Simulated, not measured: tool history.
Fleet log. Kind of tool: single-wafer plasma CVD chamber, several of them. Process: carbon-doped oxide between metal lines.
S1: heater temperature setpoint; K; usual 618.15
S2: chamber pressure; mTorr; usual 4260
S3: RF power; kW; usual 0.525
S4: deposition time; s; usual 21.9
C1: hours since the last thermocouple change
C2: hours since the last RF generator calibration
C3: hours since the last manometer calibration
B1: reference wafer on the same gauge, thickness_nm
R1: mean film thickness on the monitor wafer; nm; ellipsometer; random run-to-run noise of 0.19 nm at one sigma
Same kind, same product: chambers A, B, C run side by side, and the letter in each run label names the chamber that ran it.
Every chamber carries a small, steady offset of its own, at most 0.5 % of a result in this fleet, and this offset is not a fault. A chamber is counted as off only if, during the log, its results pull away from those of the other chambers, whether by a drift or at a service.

run   hour      S1    S2     S3    S4      C1      C2      C3      B1      R1
 1B    6.4  618.15  4260  0.525  21.9   501.7    1353   787.7  119.94  115.27
       6.8  -- chamber A: RF generator calibrated
 2A   12.3  618.15  4260  0.525  21.9   321.5     5.5   233.2  119.93  115.21
 3C   16.2  618.15  4260  0.525  21.9  1631.7   597.8    1110   119.9  115.39
 4C   22.4  618.15  4260  0.525  21.9  1637.9     604  1116.2  119.88  115.28
 5B     28  618.15  4260  0.525  21.9   523.3  1374.6   809.3  119.78  115.18
 6A   33.5  626.15  4770  0.525  21.9   342.7    26.7   254.4  119.76  114.73
 7C   37.3  626.15  4770  0.525  21.9  1652.8   618.9  1131.1  119.78  114.57
 8A   43.3  626.15  4770  0.525  21.9   352.5    36.5   264.2  119.74  114.08
 9B   48.4  618.15  4260  0.525  21.9   543.7    1395   829.7  119.63  114.57
10B   52.3  618.15  4260  0.525  21.9   547.6  1398.9   833.6  119.64  114.75
11A   57.4  618.15  4260  0.525  21.9   366.6    50.6   278.3  119.61  114.55
12C   60.7  618.15  4260  0.525  21.9  1676.2   642.3  1154.5  119.59  115.15
13B   63.6  618.15  4260  0.525  21.9   558.9  1410.2   844.9   119.6  114.86
14C   68.4  618.15  4260  0.525  21.9  1683.9     650  1162.2  119.54  115.39
15A   72.8  618.15  4260  0.495  21.9     382      66   293.7  119.48  110.63
16A   78.8  618.15  4260  0.495  21.9     388      72   299.7  119.54  110.25
17C   83.9  618.15  4260  0.495  21.9  1699.4   665.5  1177.7  119.46  110.62
18B   87.8  618.15  4260  0.525  21.9   583.1  1434.4   869.1  119.43  114.43
19A   92.8  618.15  4260  0.525  21.9     402      86   313.7  119.38  114.61
20B   95.6  618.15  4260  0.525  21.9   590.9  1442.2   876.9  119.36  114.44
21C    100  618.15  4260  0.525  21.9  1715.5   681.6  1193.8  119.32  114.82
22C  103.2  618.15  4260  0.525  21.9  1718.7   684.8    1197  119.29  114.88
23A  109.3  618.15  4260  0.525  21.9   418.5   102.5   330.2  119.26  114.64
24B  115.6  618.15  4260  0.525  21.9   610.9  1462.2   896.9  119.25  114.58
25A  120.8  618.15  4260  0.525  21.9     430     114   341.7  119.18  114.63

Has any chamber moved away from the others, gradually or after a service, or does the common gauge drift, or do the chambers differ only by their own small steady offsets? State the chamber and the most likely cause if one applies.

Every chamber seems to shift together because the gauge that measures them all drifts; the chambers themselves are fine.
What lies behind it: gauge reads low (%) = 0.698.
